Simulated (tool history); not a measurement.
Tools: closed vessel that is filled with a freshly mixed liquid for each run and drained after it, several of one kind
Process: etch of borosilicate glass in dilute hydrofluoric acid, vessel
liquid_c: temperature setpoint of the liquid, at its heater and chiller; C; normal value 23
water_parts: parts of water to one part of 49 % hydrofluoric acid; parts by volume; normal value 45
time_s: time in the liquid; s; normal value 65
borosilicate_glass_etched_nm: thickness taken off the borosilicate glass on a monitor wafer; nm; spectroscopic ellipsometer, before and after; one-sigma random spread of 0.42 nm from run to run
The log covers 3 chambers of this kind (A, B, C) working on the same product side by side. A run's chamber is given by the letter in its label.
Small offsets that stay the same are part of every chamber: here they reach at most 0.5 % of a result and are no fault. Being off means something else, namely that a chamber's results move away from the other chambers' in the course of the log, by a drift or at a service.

| run | hour | liquid_c | water_parts | time_s | read-back film thickness of the borosilicate glass reference wafer, read on the same gauge (nm) | borosilicate_glass_etched_nm |
|---|---|---|---|---|---|---|
| 1B | 3.3 | 23 | 45 | 65 | 70.005 | 42.154 |
| 2A | 5.7 | 23 | 45 | 65 | 69.994 | 41.717 |
| 3C | 8.8 | 23 | 45 | 65 | 69.991 | 42.855 |
| 4A | 12.7 | 23 | 45 | 65 | 70.01 | 42.892 |
| 5B | 16.4 | 23 | 45 | 65 | 70.001 | 42.089 |
| 6C | 19.2 | 23 | 45 | 65 | 69.998 | 43.011 |
| 7A | 21.2 | 23 | 45 | 65 | 70.006 | 42.336 |
| 8C | 25.2 | 23 | 45 | 65 | 70.005 | 42.005 |
| 9B | 29.6 | 23 | 45 | 50 | 69.972 | 33.272 |
| 10B | 34.1 | 23 | 45 | 50 | 69.989 | 32.083 |
| 11A | 36.7 | 23 | 45 | 50 | 69.993 | 32.823 |
| 12C | 39.3 | 23 | 45 | 65 | 70.016 | 43.251 |
| 13C | 42.8 | 23 | 45 | 65 | 69.986 | 42.131 |
| 14B | 44.9 | 23 | 45 | 65 | 70.002 | 41.925 |
| 15A | 49.2 | 23 | 45 | 65 | 70.006 | 42.341 |
| 16B | 53.3 | 23 | 60 | 65 | 70.003 | 30.738 |
| 17A | 57.1 | 23 | 60 | 65 | 69.998 | 31.424 |
| 18C | 60.3 | 23 | 60 | 65 | 70 | 31.199 |
| 19C | 64.2 | 23 | 45 | 65 | 70.002 | 41.85 |
| 20B | 67 | 23 | 45 | 65 | 69.997 | 40.135 |
| 21A | 71.6 | 23 | 45 | 65 | 70.013 | 41.988 |
| 22C | 73.8 | 19 | 45 | 65 | 70.003 | 35.544 |
| 23B | 77.3 | 19 | 45 | 65 | 69.997 | 33.194 |
| 24A | 81 | 19 | 45 | 65 | 69.991 | 35.271 |
| 25B | 84.7 | 23 | 45 | 65 | 69.997 | 38.945 |
| 26A | 88 | 23 | 45 | 65 | 70.011 | 43.066 |

Next, all 3 chambers run the settings below, one line each with question marks for the results. What does each chamber give?
| 27A | 91.3 | 25 | 45 | 65 |  | ? |
| 27B | 91.3 | 25 | 45 | 65 |  | ? |
| 27C | 91.3 | 25 | 45 | 65 |  | ? |

| run | borosilicate_glass_etched_nm |
|---|---|
| 27A | 45.592 |
| 27B | 42.533 |
| 27C | 46.191 |

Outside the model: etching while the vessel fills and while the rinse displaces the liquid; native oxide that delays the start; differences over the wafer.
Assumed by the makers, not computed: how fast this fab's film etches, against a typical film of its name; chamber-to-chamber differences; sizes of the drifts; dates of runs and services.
